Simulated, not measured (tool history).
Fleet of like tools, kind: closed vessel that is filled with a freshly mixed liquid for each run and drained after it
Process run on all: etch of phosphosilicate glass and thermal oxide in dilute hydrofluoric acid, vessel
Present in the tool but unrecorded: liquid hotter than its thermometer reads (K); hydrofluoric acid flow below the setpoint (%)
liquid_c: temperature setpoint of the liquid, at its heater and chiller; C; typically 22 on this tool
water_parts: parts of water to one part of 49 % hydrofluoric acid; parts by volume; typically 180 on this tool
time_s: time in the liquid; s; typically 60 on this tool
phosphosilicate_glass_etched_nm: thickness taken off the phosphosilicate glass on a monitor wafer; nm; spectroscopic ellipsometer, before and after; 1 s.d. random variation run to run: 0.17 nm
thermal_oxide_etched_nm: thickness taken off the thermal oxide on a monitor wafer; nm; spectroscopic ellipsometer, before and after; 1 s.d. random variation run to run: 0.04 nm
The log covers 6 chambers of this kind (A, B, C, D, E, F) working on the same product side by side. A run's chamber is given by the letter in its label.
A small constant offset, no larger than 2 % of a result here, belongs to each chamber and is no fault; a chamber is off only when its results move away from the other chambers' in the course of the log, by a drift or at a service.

run,hour,liquid_c,water_parts,time_s,hours since the thermometer was replaced,hours since the hydrofluoric acid flow meter was replaced,"read-back film thickness of the phosphosilicate glass reference wafer, read on the same gauge (nm)","read-back film thickness of the thermal oxide reference wafer, read on the same gauge (nm)",phosphosilicate_glass_etched_nm,thermal_oxide_etched_nm
1A,4.8,22,180,60,245.8,183.9,129.99,90.012,49.157,1.2929
2E,8.8,22,180,60,1167.6,616,129.99,90.016,48.852,1.295
3C,13.2,22,180,60,1592,972.8,130.02,89.971,48.445,1.2794
# hour 15.5: chamber C: hydrofluoric acid flow meter replaced
4D,16,22,180,60,711.2,941,130,90.035,50.092,1.3493
5F,19.1,17.5,225,60,588.6,1307.8,129.98,89.999,31.79,0.84525
6B,21.6,17.5,225,60,1091.8,597.4,130,90.011,31.324,0.85434
7D,25.5,17.5,225,60,720.7,950.5,130.02,90.007,31.918,0.81207
8A,27.7,17.5,225,60,268.7,206.8,130.02,90.034,31.438,0.80979
9B,31,17.5,225,60,1101.2,606.8,129.97,90.027,31.374,0.8494
10E,35.2,17.5,225,60,1194,642.4,130.02,90.06,31.33,0.85988
11C,38.5,22,180,60,1617.3,23,130.02,90.041,48.564,1.2647
12F,43.1,22,180,60,612.6,1331.8,129.95,89.983,48.911,1.303
13C,46.5,22,180,60,1625.3,31,130.03,90.037,48.793,1.2883
14A,50.3,22,180,60,291.3,229.4,130.01,89.985,48.99,1.371
15D,52.9,22,180,60,748.1,977.9,130.05,90.023,49.732,1.3064
16E,56,22,180,60,1214.8,663.2,129.97,90.032,49.245,1.3236
17B,60.8,24,145,60,1131,636.6,129.99,89.992,68.288,1.8933
18F,64.2,24,145,60,633.7,1352.9,130.01,90.023,68.232,1.8332
19D,68.5,24,145,60,763.7,993.5,130,90.019,69.287,1.834
20E,71.9,24,145,60,1230.7,679.1,129.97,90.066,68.908,1.8622
21F,76.4,24,145,60,645.9,1365.1,129.96,90.031,67.764,1.8612
22B,78.5,24,145,60,1148.7,654.3,130.04,89.937,68.495,1.7476
23C,82.4,22,180,60,1661.2,66.9,130,89.925,48.755,1.3035
24A,84.6,22,180,60,325.6,263.7,130.04,90.007,48.778,1.2051
25E,87.8,22,180,60,1246.6,695,130.04,90.024,49.163,1.3255
26F,91.5,22,180,60,661,1380.2,130,89.976,48.672,1.3019
27A,96.2,22,180,60,337.2,275.3,130.03,89.971,48.902,1.2598
28C,99.5,22,180,60,1678.3,84,129.99,89.987,48.455,1.2388
29B,104.1,22,180,60,1174.3,679.9,130.01,89.976,49.028,1.2154
30D,108.4,22,180,60,803.6,1033.4,130.03,90.054,49.731,1.3145
31F,112.2,22,180,60,681.7,1400.9,130.01,90.022,48.862,1.3465
32A,116.9,22,180,60,357.9,296,130.02,90.013,48.94,1.3104
33B,121.6,22,180,60,1191.8,697.4,130.04,90.013,48.919,1.3127
34E,124.6,22,180,60,1283.4,731.8,129.99,90.002,49.143,1.3299
35D,128.2,22,180,60,823.4,1053.2,130.04,89.992,49.511,1.3207
36C,132.9,22,180,60,1711.7,117.4,129.95,90.031,48.518,1.2686
37B,137,22,180,60,1207.2,712.8,129.98,89.988,49.307,1.3153
38A,139.2,22,180,85,380.2,318.3,130,90.02,69.326,1.8533
39C,143.7,22,180,85,1722.5,128.2,130.01,90.001,68.989,1.7525
40F,147.3,22,180,85,716.8,1436,130.01,89.983,69.478,1.796
41D,151.5,22,180,85,846.7,1076.5,130.02,90.041,70.383,1.7583

What goes on in this fleet: one chamber off, a drifting gauge, or nothing beyond the chambers' own small offsets? Name the chamber and the cause, if any.

All chambers stay in line apart from their small fixed offsets, and the gauge does not drift.
